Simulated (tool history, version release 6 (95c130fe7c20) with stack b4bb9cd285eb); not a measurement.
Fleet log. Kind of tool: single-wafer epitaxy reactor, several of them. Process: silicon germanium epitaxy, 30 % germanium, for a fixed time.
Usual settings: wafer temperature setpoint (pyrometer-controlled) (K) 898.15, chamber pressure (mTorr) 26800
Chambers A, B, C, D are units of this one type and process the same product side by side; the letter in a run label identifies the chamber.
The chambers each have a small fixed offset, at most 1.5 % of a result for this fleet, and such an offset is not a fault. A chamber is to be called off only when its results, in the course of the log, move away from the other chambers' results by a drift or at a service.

| run | day | wafer temperature setpoint (pyrometer-controlled) (K) | chamber pressure (mTorr) | hours since the last pyrometer calibration | hours since the last manometer calibration | read-back reference wafer on the same gauge, thickness_nm | mean film thickness on the monitor wafer (angstrom) |
|---|---|---|---|---|---|---|---|
| 1C | 0.229 | 898.15 | 26800 | 693.6 | 228.8 | 119.03 | 1047.10 |
| 2B | 0.462 | 898.15 | 26800 | 80.3 | 867.5 | 119.03 | 1036.90 |
| 3D | 0.667 | 898.15 | 26800 | 784.3 | 748.4 | 119.02 | 1046.30 |
| 4A | 0.825 | 898.15 | 26800 | 429.1 | 2248.0 | 119.06 | 1023.50 |
| 5C | 1.017 | 898.15 | 26800 | 712.5 | 247.7 | 119.07 | 1048.40 |
| 6B | 1.246 | 898.15 | 26800 | 99.1 | 886.3 | 119.13 | 1039.10 |
| 7A | 1.396 | 898.15 | 26800 | 442.8 | 2261.7 | 119.10 | 1029.10 |
| 8D | 1.596 | 898.15 | 26800 | 806.6 | 770.7 | 119.11 | 1045.10 |
| 9D | 1.808 | 898.15 | 26800 | 811.7 | 775.8 | 119.13 | 1047.50 |
| 10C | 2.075 | 898.15 | 26800 | 737.9 | 273.1 | 119.14 | 1048.10 |
| 11A | 2.292 | 891.15 | 26800 | 464.3 | 2283.2 | 119.13 | 912.32 |
| 12B | 2.450 | 891.15 | 26800 | 128.0 | 915.2 | 119.15 | 918.88 |
| 13C | 2.575 | 891.15 | 26800 | 749.9 | 285.1 | 119.16 | 927.36 |
| 14B | 2.825 | 891.15 | 26800 | 137.0 | 924.2 | 119.19 | 918.53 |
| 15D | 3.075 | 898.15 | 26800 | 842.1 | 806.2 | 119.27 | 1046.40 |
| 16A | 3.300 | 898.15 | 26800 | 488.5 | 2307.4 | 119.27 | 1027.00 |
| 17A | 3.479 | 898.15 | 26800 | 492.8 | 2311.7 | 119.26 | 1030.10 |
| 18B | 3.717 | 898.15 | 26800 | 158.4 | 945.6 | 119.29 | 1039.00 |
| 19D | 3.871 | 898.15 | 26800 | 861.2 | 825.3 | 119.27 | 1047.40 |
| 20C | 4.058 | 898.15 | 26800 | 785.5 | 320.7 | 119.27 | 1049.00 |
| 21D | 4.271 | 898.15 | 26800 | 870.8 | 834.9 | 119.36 | 1048.10 |
| 22A | 4.488 | 898.15 | 26800 | 517.0 | 2335.9 | 119.34 | 1028.60 |
| 23B | 4.633 | 898.15 | 26800 | 180.4 | 967.6 | 119.36 | 1038.40 |
| 24C | 4.883 | 898.15 | 26800 | 805.3 | 340.5 | 119.35 | 1046.70 |
| 25D | 5.079 | 898.15 | 26800 | 890.2 | 854.3 | 119.37 | 1046.50 |
| 26C | 5.292 | 898.15 | 26800 | 815.1 | 350.3 | 119.42 | 1053.00 |
| 27A | 5.517 | 898.15 | 26800 | 541.7 | 2360.6 | 119.42 | 1030.10 |
| 28B | 5.788 | 898.15 | 26800 | 208.1 | 995.3 | 119.42 | 1041.40 |
| 29A | 6.021 | 898.15 | 26800 | 553.8 | 2372.7 | 119.45 | 1030.20 |
| 30B | 6.188 | 898.15 | 26800 | 217.7 | 1004.9 | 119.44 | 1040.50 |
| 31D | 6.350 | 898.15 | 23100 | 920.7 | 884.8 | 119.50 | 988.31 |
| 32C | 6.612 | 898.15 | 23100 | 846.8 | 382.0 | 119.46 | 990.38 |
| 33D | 6.829 | 898.15 | 23100 | 932.2 | 896.3 | 119.49 | 987.93 |
| 34C | 6.946 | 898.15 | 23100 | 854.8 | 390.0 | 119.49 | 989.01 |
| 35A | 7.146 | 886.15 | 22000 | 580.8 | 2399.7 | 119.53 | 774.48 |
| 36B | 7.412 | 886.15 | 22000 | 247.1 | 1034.3 | 119.54 | 781.36 |
| 37D | 7.600 | 886.15 | 22000 | 950.7 | 914.8 | 119.57 | 785.77 |
| 38A | 7.721 | 886.15 | 22000 | 594.6 | 2413.5 | 119.55 | 774.74 |
| 39C | 7.892 | 898.15 | 26800 | 877.5 | 412.7 | 119.56 | 1053.70 |
| 40B | 8.138 | 898.15 | 26800 | 264.5 | 1051.7 | 119.61 | 1040.80 |
| 41D | 8.375 | 898.15 | 26800 | 969.3 | 933.4 | 119.62 | 1048.90 |
| 42C | 8.604 | 898.15 | 26800 | 894.6 | 429.8 | 119.64 | 1054.20 |

Is one chamber off against the others, does the gauge drift, or is nothing wrong? If a chamber is off, say which, and what the likeliest cause is.

Every chamber seems to shift together because the gauge that measures them all drifts; the chambers themselves are fine.
Likeliest cause: gauge reads high (%) = 0.544.
